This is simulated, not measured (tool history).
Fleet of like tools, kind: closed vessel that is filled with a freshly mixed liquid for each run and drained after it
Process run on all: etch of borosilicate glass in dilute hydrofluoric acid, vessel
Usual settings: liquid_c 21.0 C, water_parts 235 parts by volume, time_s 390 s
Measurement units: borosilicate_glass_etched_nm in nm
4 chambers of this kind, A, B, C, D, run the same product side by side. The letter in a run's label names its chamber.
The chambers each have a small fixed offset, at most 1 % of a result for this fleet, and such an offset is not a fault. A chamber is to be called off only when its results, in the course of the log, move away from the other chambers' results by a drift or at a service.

run	hour	liquid_c	water_parts	time_s	hours since the thermometer was replaced	hours since the hydrofluoric acid flow meter was replaced	read-back film thickness of the borosilicate glass reference wafer, read on the same gauge (nm)	borosilicate_glass_etched_nm
# hour 1.4: chamber D: thermometer replaced
1A	6.5	21.0	235	390	267.2	24.2	130.01	54.176
2D	11.0	21.0	235	390	9.6	478.2	130.06	53.428
3C	15.5	21.0	235	390	111.7	1123.8	130.01	53.983
4B	21.9	21.0	235	390	1520.1	498.2	130.01	53.726
5C	26.6	21.0	235	390	122.8	1134.9	129.99	53.749
6D	32.7	21.0	235	390	31.3	499.9	130.00	53.200
7B	37.1	21.0	235	390	1535.3	513.4	130.02	53.570
8A	41.1	21.0	235	390	301.8	58.8	130.06	53.998
9C	46.3	23.0	235	575	142.5	1154.6	130.05	85.328
10B	53.0	23.0	235	575	1551.2	529.3	129.99	84.388
11A	57.4	23.0	235	575	318.1	75.1	129.95	85.761
12D	64.2	23.0	235	575	62.8	531.4	129.95	84.563
13D	67.4	21.0	235	390	66.0	534.6	130.01	53.436
14A	71.5	17.0	325	390	332.2	89.2	129.97	30.612
15C	76.9	17.0	325	390	173.1	1185.2	130.02	31.296
16B	82.6	17.0	325	390	1580.8	558.9	130.00	29.974
17A	85.8	17.0	325	390	346.5	103.5	130.04	30.858
18B	89.4	21.0	235	390	1587.6	565.7	130.02	51.717
19C	93.3	21.0	235	390	189.5	1201.6	130.06	54.166
20D	99.5	21.0	235	390	98.1	566.7	130.03	53.306
21B	103.0	21.0	235	390	1601.2	579.3	130.00	51.388
22C	106.5	21.0	235	390	202.7	1214.8	129.96	53.957
23A	111.5	23.5	235	390	372.2	129.2	129.93	59.259
# hour 114.0: chamber B: thermometer replaced
24D	115.7	23.5	235	390	114.3	582.9	129.99	58.687
25C	118.7	23.5	235	390	214.9	1227.0	129.95	59.485
26D	125.3	23.5	235	390	123.9	592.5	130.00	58.505
27B	128.3	21.0	235	390	14.3	604.6	130.03	50.686
28A	131.3	21.0	235	390	392.0	149.0	130.02	53.774

Next, all 4 chambers run the settings below, one line each with question marks for the results. What does each chamber give?
29A	136.2	21.0	235	390				?
29B	136.2	21.0	235	390				?
29C	136.2	21.0	235	390				?
29D	136.2	21.0	235	390				?

run	borosilicate_glass_etched_nm
29A	54.100
29B	51.014
29C	54.399
29D	53.460
